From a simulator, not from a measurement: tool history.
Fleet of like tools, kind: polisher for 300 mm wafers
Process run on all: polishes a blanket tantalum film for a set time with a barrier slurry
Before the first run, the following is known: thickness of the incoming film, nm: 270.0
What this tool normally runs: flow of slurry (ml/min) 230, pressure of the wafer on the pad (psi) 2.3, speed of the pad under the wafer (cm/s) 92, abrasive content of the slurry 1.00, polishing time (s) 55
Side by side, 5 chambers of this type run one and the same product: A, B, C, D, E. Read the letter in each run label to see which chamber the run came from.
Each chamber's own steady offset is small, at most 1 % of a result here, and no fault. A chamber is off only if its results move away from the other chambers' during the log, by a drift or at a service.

run	day	flow of slurry (ml/min)	pressure of the wafer on the pad (psi)	speed of the pad under the wafer (cm/s)	abrasive content of the slurry	polishing time (s)	film removed (nm)
# day 0.112: chamber E: slurry nozzle cleaned
1D	0.179	230	2.3	92	1.00	55	112.78
2A	0.329	230	2.3	92	1.00	55	117.56
# day 0.458: chamber C: worn pad replaced by a new one
3E	0.525	230	2.3	92	1.00	55	112.30
4B	0.633	230	2.3	92	1.00	55	114.99
5C	0.804	230	2.3	92	1.00	55	113.11
6D	0.954	230	2.3	92	1.00	55	111.74
7E	1.117	230	2.3	92	1.00	55	115.58
# day 1.208: chamber A: worn pad replaced by a new one
8C	1.296	230	2.3	92	1.00	55	115.13
9B	1.425	190	2.3	92	1.00	55	111.97
# day 1.450: chamber E: slurry blender recalibrated
10A	1.575	190	2.3	92	1.00	55	114.25
# day 1.746: chamber D: worn pad replaced by a new one
11C	1.754	190	2.3	92	1.00	55	112.57
12D	1.879	190	2.3	92	1.00	55	111.68
13B	1.971	190	2.3	92	1.00	55	112.40
14A	2.112	230	2.3	92	1.00	55	117.77
# day 2.167: chamber B: worn pad replaced by a new one
15E	2.283	230	2.3	92	1.00	55	115.60
# day 2.304: chamber C: worn pad replaced by a new one
16C	2.388	230	2.3	92	1.00	55	113.86
17A	2.500	230	2.3	92	1.00	55	116.51
# day 2.583: chamber E: worn pad replaced by a new one
18B	2.621	230	2.3	92	1.00	55	112.78
19E	2.725	230	2.3	92	1.00	55	113.69
20D	2.850	230	2.3	92	1.00	55	114.44
21C	3.054	230	2.3	92	1.00	55	114.10
# day 3.092: chamber D: slurry blender recalibrated
22A	3.192	230	2.3	92	1.00	55	116.14
23B	3.296	230	2.3	92	1.00	55	117.72
# day 3.383: chamber A: worn pad replaced by a new one
# day 3.400: chamber C: slurry blender recalibrated
24D	3.425	230	2.3	92	1.00	55	111.75
25E	3.521	230	2.3	92	1.00	55	118.01
26E	3.671	230	2.3	92	1.00	55	114.26
27A	3.804	230	2.3	92	1.00	55	112.50
28B	3.992	230	2.3	92	1.00	55	116.81
29C	4.138	230	2.3	92	1.00	55	115.82
30D	4.262	230	2.3	92	1.00	55	114.06
31C	4.362	230	2.3	92	1.00	55	115.49
# day 4.371: chamber B: worn pad replaced by a new one
# day 4.400: chamber D: slurry nozzle cleaned
32B	4.533	230	2.3	92	1.00	55	116.94
# day 4.712: chamber C: worn pad replaced by a new one
33D	4.729	230	2.3	92	1.00	55	115.48
34E	4.846	230	2.3	92	1.00	55	113.92
35A	4.958	230	2.3	92	1.00	55	116.67
36A	5.129	230	2.3	92	1.00	55	113.66
# day 5.221: chamber D: worn pad replaced by a new one
37B	5.254	230	2.3	92	1.00	55	115.21
38C	5.425	230	2.3	92	1.00	55	116.24
39D	5.558	230	2.3	92	1.00	55	115.07
# day 5.650: chamber A: worn pad replaced by a new one
40E	5.738	230	2.3	92	1.00	55	115.41
41A	5.879	230	2.3	110	1.15	55	145.65
42E	6.075	230	2.3	110	1.15	55	141.60

Each of the 5 chambers runs these same settings next. Fill in every chamber's results:
43A	6.229	230	2.3	92	1.00	55	?
43B	6.229	230	2.3	92	1.00	55	?
43C	6.229	230	2.3	92	1.00	55	?
43D	6.229	230	2.3	92	1.00	55	?
43E	6.229	230	2.3	92	1.00	55	?

run	film removed (nm)
43A	116.02
43B	116.44
43C	114.92
43D	115.44
43E	115.84

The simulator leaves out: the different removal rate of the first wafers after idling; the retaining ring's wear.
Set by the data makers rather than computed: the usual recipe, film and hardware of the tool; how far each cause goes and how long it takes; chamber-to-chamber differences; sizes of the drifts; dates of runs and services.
